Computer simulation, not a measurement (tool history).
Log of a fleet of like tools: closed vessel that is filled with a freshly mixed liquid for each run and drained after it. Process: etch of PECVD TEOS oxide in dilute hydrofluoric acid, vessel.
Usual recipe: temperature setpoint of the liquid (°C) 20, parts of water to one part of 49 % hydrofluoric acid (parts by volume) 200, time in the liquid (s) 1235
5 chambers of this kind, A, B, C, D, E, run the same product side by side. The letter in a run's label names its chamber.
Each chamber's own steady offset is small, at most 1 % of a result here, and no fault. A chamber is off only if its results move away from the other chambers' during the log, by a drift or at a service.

| run | hour | temperature setpoint of the liquid (°C) | parts of water to one part of 49 % hydrofluoric acid (parts by volume) | time in the liquid (s) | hours since the thermometer was replaced | hours since the hydrofluoric acid flow meter was replaced | read-back film thickness of the PECVD TEOS oxide reference wafer, read on the same gauge (nm) | thickness taken off the PECVD TEOS oxide on a monitor wafer (angstrom) |
|---|---|---|---|---|---|---|---|---|
| 1B | 3.1 | 20 | 200 | 1235 | 1354.6 | 546.5 | 39.995 | 479.4 |
| 2A | 6.1 | 20 | 200 | 1235 | 1008.7 | 1952.3 | 39.976 | 482.97 |
| 3C | 9.2 | 20 | 200 | 1235 | 698.4 | 972.4 | 39.974 | 473.15 |
| 4E | 13.9 | 20 | 200 | 1235 | 1227.2 | 146 | 40.007 | 488.98 |
| 5D | 16.7 | 20 | 200 | 1235 | 227.6 | 928 | 39.985 | 480.23 |
| 6A | 20.2 | 20 | 200 | 1235 | 1022.8 | 1966.4 | 40.021 | 490.48 |
| 7B | 24.2 | 20 | 200 | 1235 | 1375.7 | 567.6 | 40.02 | 477.88 |
| 8E | 28.4 | 20 | 200 | 1235 | 1241.7 | 160.5 | 40.022 | 485.79 |
| 9C | 33 | 20 | 200 | 1235 | 722.2 | 996.2 | 39.987 | 478.56 |
| 10D | 38 | 20 | 200 | 1235 | 248.9 | 949.3 | 39.978 | 480.51 |
| 11A | 41.4 | 20 | 200 | 1235 | 1044 | 1987.6 | 40.003 | 488.07 |
| 12C | 44.5 | 20 | 200 | 1235 | 733.7 | 1007.7 | 40 | 485.77 |
| 13D | 48.2 | 20 | 200 | 1235 | 259.1 | 959.5 | 40.005 | 478.72 |
| 14B | 52.8 | 20 | 200 | 1235 | 1404.3 | 596.2 | 39.979 | 486.74 |
| 15E | 56 | 20 | 200 | 1235 | 1269.3 | 188.1 | 40.006 | 484 |
| 16D | 60.9 | 20 | 200 | 1235 | 271.8 | 972.2 | 39.999 | 477.19 |
| 17C | 65.1 | 20 | 200 | 1235 | 754.3 | 1028.3 | 40.012 | 481.03 |
| 18A | 69.7 | 20 | 200 | 1235 | 1072.3 | 2015.9 | 40.015 | 481.94 |
| 19E | 74.5 | 20 | 200 | 1235 | 1287.8 | 206.6 | 40.009 | 482.23 |
| 20B | 78.1 | 20 | 200 | 1235 | 1429.6 | 621.5 | 39.983 | 485.16 |
| 21E | 82 | 20 | 200 | 1235 | 1295.3 | 214.1 | 39.997 | 485.28 |
| 22C | 84.5 | 17.5 | 200 | 1850 | 773.7 | 1047.7 | 40.009 | 654.7 |
| 23A | 88.1 | 17.5 | 200 | 1850 | 1090.7 | 2034.3 | 40.009 | 658.17 |
| 24B | 91.4 | 17.5 | 200 | 1850 | 1442.9 | 634.8 | 39.971 | 673.28 |
| 25D | 95.7 | 17.5 | 200 | 1850 | 306.6 | 1007 | 40.006 | 650.11 |
| 26B | 97.9 | 17.5 | 200 | 1850 | 1449.4 | 641.3 | 40.028 | 662.65 |
| 27E | 100.1 | 20 | 200 | 1235 | 1313.4 | 232.2 | 39.987 | 484.61 |
| 28D | 103.1 | 24.5 | 200 | 1235 | 314 | 1014.4 | 39.997 | 573.74 |
| 29C | 105.2 | 24.5 | 200 | 1235 | 794.4 | 1068.4 | 40.022 | 562.5 |
| 30A | 107.8 | 24.5 | 200 | 1235 | 1110.4 | 2054 | 40.034 | 586.11 |
| 31E | 111.6 | 24.5 | 200 | 1235 | 1324.9 | 243.7 | 39.983 | 575.01 |
| 32C | 116.4 | 24.5 | 200 | 1235 | 805.6 | 1079.6 | 39.994 | 569.07 |
|  | 118.4 | chamber A: hydrofluoric acid flow meter replaced |
| 33A | 121.3 | 20 | 200 | 1235 | 1123.9 | 2.9 | 40.023 | 494.36 |
| 34B | 125.2 | 20 | 200 | 1235 | 1476.7 | 668.6 | 40.024 | 505.13 |
| 35D | 129.4 | 20 | 200 | 1235 | 340.3 | 1040.7 | 40.018 | 482.64 |
| 36D | 133.8 | 20 | 200 | 1235 | 344.7 | 1045.1 | 40.013 | 473 |
| 37B | 137.8 | 20 | 200 | 1235 | 1489.3 | 681.2 | 40.009 | 507.6 |
| 38A | 142.2 | 20 | 200 | 1235 | 1144.8 | 23.8 | 40.028 | 483.36 |
| 39C | 145.8 | 20 | 200 | 1235 | 835 | 1109 | 40.007 | 487.81 |
| 40E | 150.3 | 20 | 200 | 1235 | 1363.6 | 282.4 | 40.02 | 479.75 |
| 41C | 154.8 | 20 | 120 | 730 | 844 | 1118 | 40.026 | 511.12 |
| 42D | 159.2 | 20 | 120 | 730 | 370.1 | 1070.5 | 39.999 | 512.68 |

Read the log: is a single chamber off, either drifting away or since a service, is the gauge that measures every chamber drifting, or is nothing wrong beyond small per-chamber offsets? Name any odd chamber and what most likely caused it.

Little by little, chamber B moves away from the other chambers.
Cause: hydrofluoric acid flow above the setpoint (%) = 5.88.
The log may not separate it from: liquid hotter than its thermometer reads (K).

Which of the 4 candidates below, each the usual settings with something changed and its results left as question marks, puts chamber B back in line with what the other chambers give on the usual settings?
In line means no further than this from the other chambers' mean on the usual settings: thickness taken off the PECVD TEOS oxide on a monitor wafer (angstrom) 14
| 43B-1 | 162.8 | 20 | 200 | 1305 |  |  |  | ? |
| 43B-2 | 162.8 | 20 | 190 | 1300 |  |  |  | ? |
| 43B-3 | 162.8 | 20 | 210 | 1170 |  |  |  | ? |
| 43B-4 | 162.8 | 20 | 200 | 1165 |  |  |  | ? |

The mean the other chambers reach with the usual settings: thickness taken off the PECVD TEOS oxide on a monitor wafer (angstrom) 483.08
| run | thickness taken off the PECVD TEOS oxide on a monitor wafer (angstrom) |
|---|---|
| 43B-1 | 542.47 |
| 43B-2 | 574.66 |
| 43B-3 | 458.6 |
| 43B-4 | 484.27 |
The right change is 43B-4: it brings the chamber back within the allowed miss of the others.
